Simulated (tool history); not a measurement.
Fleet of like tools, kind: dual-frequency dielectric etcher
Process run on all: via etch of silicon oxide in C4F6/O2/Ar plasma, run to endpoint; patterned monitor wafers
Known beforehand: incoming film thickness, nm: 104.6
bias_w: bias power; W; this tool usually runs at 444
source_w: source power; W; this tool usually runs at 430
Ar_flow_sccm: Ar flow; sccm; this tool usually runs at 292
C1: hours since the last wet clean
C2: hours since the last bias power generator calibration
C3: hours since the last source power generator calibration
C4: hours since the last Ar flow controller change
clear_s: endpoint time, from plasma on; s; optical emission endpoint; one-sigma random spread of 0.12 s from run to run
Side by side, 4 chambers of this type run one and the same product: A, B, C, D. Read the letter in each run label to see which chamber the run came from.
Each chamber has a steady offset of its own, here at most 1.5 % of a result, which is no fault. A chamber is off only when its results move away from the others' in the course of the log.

{"run": "1C", "hour": 5.5, "bias_w": 444, "source_w": 430, "Ar_flow_sccm": 292, "C1": 329.9, "C2": 688.0, "C3": 1699.9, "C4": 1694.3, "clear_s": 23.436}
{"run": "2B", "hour": 11.9, "bias_w": 444, "source_w": 430, "Ar_flow_sccm": 292, "C1": 375.6, "C2": 1826.0, "C3": 1610.3, "C4": 1153.6, "clear_s": 23.137}
{"run": "3A", "hour": 18.5, "bias_w": 444, "source_w": 430, "Ar_flow_sccm": 292, "C1": 481.3, "C2": 593.0, "C3": 1453.6, "C4": 1490.1, "clear_s": 23.035}
{"hour": 18.6, "done": "chamber C: wet clean of the chamber"}
{"hour": 20.0, "done": "chamber D: wet clean of the chamber"}
{"run": "4D", "hour": 28.8, "bias_w": 444, "source_w": 430, "Ar_flow_sccm": 292, "C1": 8.8, "C2": 280.2, "C3": 529.5, "C4": 3128.0, "clear_s": 23.498}
{"run": "5B", "hour": 40.9, "bias_w": 444, "source_w": 430, "Ar_flow_sccm": 292, "C1": 404.6, "C2": 1855.0, "C3": 1639.3, "C4": 1182.6, "clear_s": 23.435}
{"hour": 50.1, "done": "chamber A: wet clean of the chamber"}
{"run": "6C", "hour": 50.2, "bias_w": 444, "source_w": 430, "Ar_flow_sccm": 292, "C1": 31.6, "C2": 732.7, "C3": 1744.6, "C4": 1739.0, "clear_s": 23.44}
{"run": "7D", "hour": 56.9, "bias_w": 444, "source_w": 430, "Ar_flow_sccm": 292, "C1": 36.9, "C2": 308.3, "C3": 557.6, "C4": 3156.1, "clear_s": 23.661}
{"hour": 60.5, "done": "chamber B: wet clean of the chamber"}
{"run": "8A", "hour": 63.3, "bias_w": 530, "source_w": 430, "Ar_flow_sccm": 292, "C1": 13.3, "C2": 637.8, "C3": 1498.4, "C4": 1534.9, "clear_s": 21.422}
{"run": "9C", "hour": 69.8, "bias_w": 530, "source_w": 430, "Ar_flow_sccm": 292, "C1": 51.2, "C2": 752.3, "C3": 1764.2, "C4": 1758.6, "clear_s": 21.984}
{"run": "10D", "hour": 78.9, "bias_w": 530, "source_w": 430, "Ar_flow_sccm": 292, "C1": 58.9, "C2": 330.3, "C3": 579.6, "C4": 3178.1, "clear_s": 21.862}
{"run": "11B", "hour": 85.8, "bias_w": 530, "source_w": 430, "Ar_flow_sccm": 292, "C1": 25.3, "C2": 1899.9, "C3": 1684.2, "C4": 1227.5, "clear_s": 21.852}
{"run": "12A", "hour": 97.9, "bias_w": 444, "source_w": 360, "Ar_flow_sccm": 225, "C1": 47.9, "C2": 672.4, "C3": 1533.0, "C4": 1569.5, "clear_s": 23.756}
{"run": "13C", "hour": 107.4, "bias_w": 444, "source_w": 360, "Ar_flow_sccm": 225, "C1": 88.8, "C2": 789.9, "C3": 1801.8, "C4": 1796.2, "clear_s": 24.549}
{"run": "14A", "hour": 112.9, "bias_w": 444, "source_w": 360, "Ar_flow_sccm": 225, "C1": 62.9, "C2": 687.4, "C3": 1548.0, "C4": 1584.5, "clear_s": 24.136}
{"run": "15D", "hour": 122.9, "bias_w": 444, "source_w": 360, "Ar_flow_sccm": 225, "C1": 102.9, "C2": 374.3, "C3": 623.6, "C4": 3222.1, "clear_s": 24.426}
{"run": "16B", "hour": 135.4, "bias_w": 444, "source_w": 430, "Ar_flow_sccm": 292, "C1": 74.9, "C2": 1949.5, "C3": 1733.8, "C4": 1277.1, "clear_s": 23.529}
{"run": "17A", "hour": 146.5, "bias_w": 444, "source_w": 430, "Ar_flow_sccm": 292, "C1": 96.5, "C2": 721.0, "C3": 1581.6, "C4": 1618.1, "clear_s": 23.097}
{"run": "18D", "hour": 152.2, "bias_w": 444, "source_w": 430, "Ar_flow_sccm": 292, "C1": 132.2, "C2": 403.6, "C3": 652.9, "C4": 3251.4, "clear_s": 23.533}
{"run": "19B", "hour": 163.1, "bias_w": 444, "source_w": 430, "Ar_flow_sccm": 292, "C1": 102.6, "C2": 1977.2, "C3": 1761.5, "C4": 1304.8, "clear_s": 23.462}
{"run": "20C", "hour": 170.3, "bias_w": 444, "source_w": 490, "Ar_flow_sccm": 292, "C1": 151.7, "C2": 852.8, "C3": 1864.7, "C4": 1859.1, "clear_s": 22.157}
{"run": "21A", "hour": 181.7, "bias_w": 444, "source_w": 490, "Ar_flow_sccm": 292, "C1": 131.7, "C2": 756.2, "C3": 1616.8, "C4": 1653.3, "clear_s": 21.997}
{"run": "22D", "hour": 193.2, "bias_w": 444, "source_w": 490, "Ar_flow_sccm": 292, "C1": 173.2, "C2": 444.6, "C3": 693.9, "C4": 3292.4, "clear_s": 22.263}
{"run": "23B", "hour": 199.4, "bias_w": 444, "source_w": 490, "Ar_flow_sccm": 292, "C1": 138.9, "C2": 2013.5, "C3": 1797.8, "C4": 1341.1, "clear_s": 22.142}
{"run": "24C", "hour": 206.9, "bias_w": 444, "source_w": 430, "Ar_flow_sccm": 292, "C1": 188.3, "C2": 889.4, "C3": 1901.3, "C4": 1895.7, "clear_s": 23.346}
{"run": "25A", "hour": 215.0, "bias_w": 444, "source_w": 430, "Ar_flow_sccm": 292, "C1": 165.0, "C2": 789.5, "C3": 1650.1, "C4": 1686.6, "clear_s": 23.058}
{"run": "26D", "hour": 226.9, "bias_w": 444, "source_w": 520, "Ar_flow_sccm": 292, "C1": 206.9, "C2": 478.3, "C3": 727.6, "C4": 3326.1, "clear_s": 21.723}
{"hour": 232.5, "done": "chamber C: source power generator calibrated"}
{"run": "27C", "hour": 236.9, "bias_w": 444, "source_w": 520, "Ar_flow_sccm": 292, "C1": 218.3, "C2": 919.4, "C3": 4.5, "C4": 1925.7, "clear_s": 21.683}
{"run": "28B", "hour": 247.2, "bias_w": 444, "source_w": 520, "Ar_flow_sccm": 292, "C1": 186.7, "C2": 2061.3, "C3": 1845.6, "C4": 1388.9, "clear_s": 21.633}
{"run": "29C", "hour": 255.7, "bias_w": 444, "source_w": 520, "Ar_flow_sccm": 292, "C1": 237.1, "C2": 938.2, "C3": 23.3, "C4": 1944.5, "clear_s": 21.66}
{"run": "30B", "hour": 267.6, "bias_w": 382, "source_w": 430, "Ar_flow_sccm": 237, "C1": 207.1, "C2": 2081.7, "C3": 1866.0, "C4": 1409.3, "clear_s": 23.833}
{"run": "31D", "hour": 276.5, "bias_w": 382, "source_w": 430, "Ar_flow_sccm": 237, "C1": 256.5, "C2": 527.9, "C3": 777.2, "C4": 3375.7, "clear_s": 24.085}
{"run": "32A", "hour": 289.0, "bias_w": 382, "source_w": 430, "Ar_flow_sccm": 237, "C1": 239.0, "C2": 863.5, "C3": 1724.1, "C4": 1760.6, "clear_s": 23.693}
{"run": "33D", "hour": 298.7, "bias_w": 382, "source_w": 430, "Ar_flow_sccm": 237, "C1": 278.7, "C2": 550.1, "C3": 799.4, "C4": 3397.9, "clear_s": 23.992}
{"run": "34A", "hour": 304.6, "bias_w": 444, "source_w": 430, "Ar_flow_sccm": 292, "C1": 254.6, "C2": 879.1, "C3": 1739.7, "C4": 1776.2, "clear_s": 22.936}
{"run": "35B", "hour": 315.3, "bias_w": 444, "source_w": 430, "Ar_flow_sccm": 244, "C1": 254.8, "C2": 2129.4, "C3": 1913.7, "C4": 1457.0, "clear_s": 22.804}
{"run": "36C", "hour": 322.0, "bias_w": 444, "source_w": 430, "Ar_flow_sccm": 244, "C1": 303.4, "C2": 1004.5, "C3": 89.6, "C4": 2010.8, "clear_s": 22.962}

Is one chamber off against the others, does the gauge drift, or is nothing wrong? If a chamber is off, say which, and what the likeliest cause is.

No chamber is off and the gauge is stable; the differences are just each chamber's small, constant offset.
